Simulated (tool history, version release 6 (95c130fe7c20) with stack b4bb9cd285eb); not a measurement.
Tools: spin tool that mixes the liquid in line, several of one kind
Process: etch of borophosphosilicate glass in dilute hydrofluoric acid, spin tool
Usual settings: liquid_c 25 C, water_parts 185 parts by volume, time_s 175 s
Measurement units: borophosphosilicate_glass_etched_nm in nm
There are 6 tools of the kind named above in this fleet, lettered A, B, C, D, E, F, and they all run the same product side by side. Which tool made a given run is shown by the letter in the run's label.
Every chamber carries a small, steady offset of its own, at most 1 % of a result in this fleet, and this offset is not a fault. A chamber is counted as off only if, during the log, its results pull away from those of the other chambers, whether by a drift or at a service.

| run | hour | liquid_c | water_parts | time_s | hours since the thermometer was replaced | hours since the hydrofluoric acid flow meter was replaced | read-back film thickness of the borophosphosilicate glass reference wafer, read on the same gauge (nm) | borophosphosilicate_glass_etched_nm |
|---|---|---|---|---|---|---|---|---|
| 1C | 10 | 25 | 185 | 175 | 80.5 | 1314.4 | 120 | 43.069 |
| 2D | 21.7 | 25 | 185 | 175 | 923.6 | 543.6 | 120 | 42.718 |
| 3B | 31.3 | 25 | 185 | 175 | 287.8 | 1127.4 | 120.02 | 42.916 |
| 4F | 38.8 | 25 | 185 | 175 | 1467.5 | 1201.9 | 120.01 | 43.29 |
| 5A | 54.4 | 25 | 185 | 175 | 293.2 | 1336.2 | 120.02 | 41.857 |
| 6E | 68.7 | 25 | 185 | 175 | 110.6 | 1596.1 | 120.01 | 43.075 |
| 7A | 77.9 | 25 | 185 | 175 | 316.7 | 1359.7 | 120.03 | 42.383 |
| 8D | 85.7 | 25 | 185 | 175 | 987.6 | 607.6 | 119.98 | 42.898 |
| 9E | 96.4 | 25 | 185 | 175 | 138.3 | 1623.8 | 120.01 | 43.493 |
| 10C | 106.6 | 25 | 185 | 175 | 177.1 | 1411 | 119.94 | 42.585 |
| 11F | 121.2 | 25 | 185 | 175 | 1549.9 | 1284.3 | 120.02 | 42.529 |
| 12B | 136.9 | 25 | 185 | 175 | 393.4 | 1233 | 119.98 | 42.147 |
| 13D | 149.2 | 25 | 185 | 175 | 1051.1 | 671.1 | 119.98 | 42.82 |
|  | 149.7 | chamber D: hydrofluoric acid flow meter replaced |
| 14E | 158.8 | 25 | 185 | 175 | 200.7 | 1686.2 | 120.01 | 42.156 |
| 15A | 169.6 | 25 | 185 | 175 | 408.4 | 1451.4 | 119.99 | 43.173 |
|  | 172.3 | chamber F: hydrofluoric acid flow meter replaced |
| 16F | 180.5 | 25 | 185 | 175 | 1609.2 | 8.3 | 120 | 42.609 |
| 17C | 188 | 25 | 185 | 125 | 258.5 | 1492.4 | 120 | 30.264 |
| 18B | 203.5 | 25 | 185 | 125 | 460 | 1299.6 | 119.95 | 30.602 |
|  | 209 | chamber F: thermometer replaced |
| 19F | 211.5 | 25 | 185 | 125 | 2.6 | 39.3 | 119.99 | 31.095 |
| 20C | 219.2 | 25 | 185 | 125 | 289.7 | 1523.6 | 119.97 | 30.631 |
| 21D | 232.6 | 25 | 185 | 125 | 1134.5 | 82.9 | 119.99 | 30.17 |
| 22B | 242.2 | 25 | 185 | 125 | 498.7 | 1338.3 | 120.01 | 30.288 |
| 23E | 251.2 | 25 | 185 | 175 | 293.1 | 1778.6 | 120.01 | 42.716 |
| 24A | 259.1 | 25 | 185 | 175 | 497.9 | 1540.9 | 120.03 | 43.192 |
| 25C | 268.3 | 25 | 185 | 175 | 338.8 | 1572.7 | 119.97 | 42.386 |
| 26E | 277 | 25 | 185 | 175 | 318.9 | 1804.4 | 120 | 43.042 |
| 27B | 291.1 | 25 | 185 | 175 | 547.6 | 1387.2 | 120.06 | 42.476 |
|  | 296.3 | chamber A: thermometer replaced |
| 28A | 306.8 | 25 | 185 | 175 | 10.6 | 1588.6 | 119.99 | 42.752 |
| 29D | 313.8 | 25 | 185 | 175 | 1215.7 | 164.1 | 119.99 | 42.679 |
|  | 317.4 | chamber B: hydrofluoric acid flow meter replaced |
| 30F | 328.7 | 25 | 185 | 175 | 119.8 | 156.5 | 119.99 | 43.119 |
| 31E | 344.4 | 25 | 185 | 175 | 386.3 | 1871.8 | 120.02 | 43.426 |
| 32B | 357.5 | 25 | 185 | 175 | 614 | 40.2 | 120 | 42.727 |
|  | 357.6 | chamber B: thermometer replaced |
| 33C | 368.5 | 25 | 185 | 175 | 439 | 1672.9 | 120.02 | 42.853 |
| 34A | 377.7 | 30 | 185 | 120 | 81.5 | 1659.5 | 119.97 | 34.703 |
| 35F | 388.7 | 30 | 185 | 120 | 179.8 | 216.5 | 119.98 | 35.307 |
| 36D | 401.5 | 30 | 185 | 120 | 1303.4 | 251.8 | 119.98 | 34.82 |
| 37B | 411.4 | 30 | 185 | 120 | 53.8 | 94.1 | 119.96 | 34.551 |

Has any chamber moved away from the others, gradually or after a service, or does the common gauge drift, or do the chambers differ only by their own small steady offsets? State the chamber and the most likely cause if one applies.

No chamber is off and the gauge is stable; the differences are just each chamber's small, constant offset.

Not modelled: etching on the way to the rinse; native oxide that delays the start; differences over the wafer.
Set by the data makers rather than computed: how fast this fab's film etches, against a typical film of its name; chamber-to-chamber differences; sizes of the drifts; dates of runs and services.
